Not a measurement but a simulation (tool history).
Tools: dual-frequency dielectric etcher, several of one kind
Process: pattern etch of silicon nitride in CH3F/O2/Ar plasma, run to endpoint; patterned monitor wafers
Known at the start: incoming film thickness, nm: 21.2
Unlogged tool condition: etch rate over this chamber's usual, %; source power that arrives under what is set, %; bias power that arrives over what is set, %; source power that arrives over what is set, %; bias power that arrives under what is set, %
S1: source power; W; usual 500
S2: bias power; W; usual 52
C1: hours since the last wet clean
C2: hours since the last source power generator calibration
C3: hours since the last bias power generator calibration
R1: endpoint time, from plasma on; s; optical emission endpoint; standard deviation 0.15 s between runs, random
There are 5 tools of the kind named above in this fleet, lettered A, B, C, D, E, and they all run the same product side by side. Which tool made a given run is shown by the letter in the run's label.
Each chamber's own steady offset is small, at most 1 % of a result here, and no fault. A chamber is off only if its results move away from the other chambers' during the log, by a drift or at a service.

| run | hour | S1 | S2 | C1 | C2 | C3 | R1 |
|---|---|---|---|---|---|---|---|
| 1E | 11.8 | 500 | 52 | 164.8 | 1957.3 | 1588.4 | 31.408 |
| 2A | 23.5 | 500 | 52 | 365.5 | 1444.2 | 1597.8 | 31.323 |
| 3D | 34.9 | 500 | 52 | 493.4 | 47.1 | 357.5 | 31.124 |
|  | 37.8 | chamber C: source power generator calibrated |
|  | 40.5 | chamber B: wet clean of the chamber |
| 4B | 43.1 | 500 | 52 | 2.6 | 3017.8 | 1877 | 31.766 |
| 5C | 52.5 | 500 | 52 | 173.3 | 14.8 | 172.9 | 31.237 |
| 6D | 61.1 | 500 | 52 | 519.6 | 73.3 | 383.7 | 30.995 |
| 7A | 70.6 | 500 | 52 | 412.6 | 1491.3 | 1644.9 | 31.345 |
| 8C | 80.8 | 500 | 52 | 201.6 | 43.1 | 201.2 | 31.407 |
| 9E | 89.9 | 500 | 52 | 242.9 | 2035.4 | 1666.5 | 31.284 |
| 10B | 97.5 | 500 | 52 | 57 | 3072.2 | 1931.4 | 31.848 |
| 11A | 103.9 | 500 | 52 | 445.9 | 1524.6 | 1678.2 | 31.229 |
|  | 110.7 | chamber D: wet clean of the chamber |
| 12D | 113.2 | 500 | 52 | 2.6 | 125.4 | 435.8 | 30.952 |
| 13B | 121.8 | 460 | 52 | 81.3 | 3096.5 | 1955.7 | 32.675 |
| 14E | 129.7 | 460 | 52 | 282.7 | 2075.2 | 1706.3 | 32.505 |
| 15C | 138.6 | 460 | 52 | 259.4 | 100.9 | 259 | 32.44 |
| 16C | 151.1 | 460 | 52 | 271.9 | 113.4 | 271.5 | 32.652 |
|  | 155.3 | chamber A: wet clean of the chamber |
| 17E | 160.1 | 460 | 52 | 313.1 | 2105.6 | 1736.7 | 32.088 |
| 18D | 171.2 | 550 | 52 | 60.6 | 183.4 | 493.8 | 30.151 |
| 19B | 184.3 | 550 | 52 | 143.8 | 3159 | 2018.2 | 30.696 |
| 20A | 196.8 | 550 | 52 | 41.5 | 1617.5 | 1771.1 | 30.473 |
| 21C | 209.1 | 550 | 52 | 329.9 | 171.4 | 329.5 | 30.126 |
| 22A | 215.3 | 550 | 52 | 60 | 1636 | 1789.6 | 30.198 |
|  | 218.9 | chamber E: bias power generator calibrated |
| 23B | 227.2 | 500 | 52 | 186.7 | 3201.9 | 2061.1 | 31.977 |
| 24D | 239.8 | 500 | 52 | 129.2 | 252 | 562.4 | 31.267 |
| 25E | 250.9 | 500 | 52 | 403.9 | 2196.4 | 32.1 | 31.131 |
| 26D | 263 | 500 | 52 | 152.4 | 275.2 | 585.6 | 31.072 |
| 27B | 270.5 | 500 | 52 | 230 | 3245.2 | 2104.4 | 31.518 |
| 28A | 278.8 | 500 | 52 | 123.5 | 1699.5 | 1853.1 | 31.121 |
| 29E | 285.8 | 500 | 52 | 438.8 | 2231.3 | 67 | 30.662 |
| 30C | 294.2 | 500 | 52 | 415 | 256.5 | 414.6 | 31.486 |
| 31E | 303.8 | 500 | 52 | 456.8 | 2249.3 | 85 | 30.678 |
| 32D | 315.1 | 500 | 52 | 204.5 | 327.3 | 637.7 | 31.04 |
| 33A | 327.5 | 500 | 52 | 172.2 | 1748.2 | 1901.8 | 31.319 |
| 34B | 333.8 | 500 | 65 | 293.3 | 3308.5 | 2167.7 | 29.235 |
| 35C | 342.3 | 500 | 65 | 463.1 | 304.6 | 462.7 | 29.227 |
| 36D | 351.3 | 500 | 65 | 240.7 | 363.5 | 673.9 | 28.958 |

Does one chamber stand apart from the rest, does the shared gauge drift, or is all well apart from small per-chamber offsets? Give the chamber and the most likely cause, where there is one.

One chamber, E, drifts off from the rest bit by bit.
Cause: etch rate over this chamber's usual, % = 3.38.

Here are 4 candidates for chamber E's next run, each the usual settings with a change, their results left as question marks. Which one brings its results back in line with what the others give on the usual settings?
Maximum distance from the other chambers' mean on the usual settings for a result to count as in line: R1 0.52 s
| 37E-1 | 360.7 | 500 | 58 |  |  |  | ? |
| 37E-2 | 360.7 | 560 | 57 |  |  |  | ? |
| 37E-3 | 360.7 | 440 | 47 |  |  |  | ? |
| 37E-4 | 360.7 | 470 | 49 |  |  |  | ? |

Average result of the remaining chambers running the usual settings: R1 31.408 s
| run | R1 |
|---|---|
| 37E-1 | 29.312 |
| 37E-2 | 28.217 |
| 37E-3 | 32.85 |
| 37E-4 | 31.622 |
37E-4 puts the chamber back in line with the other chambers.
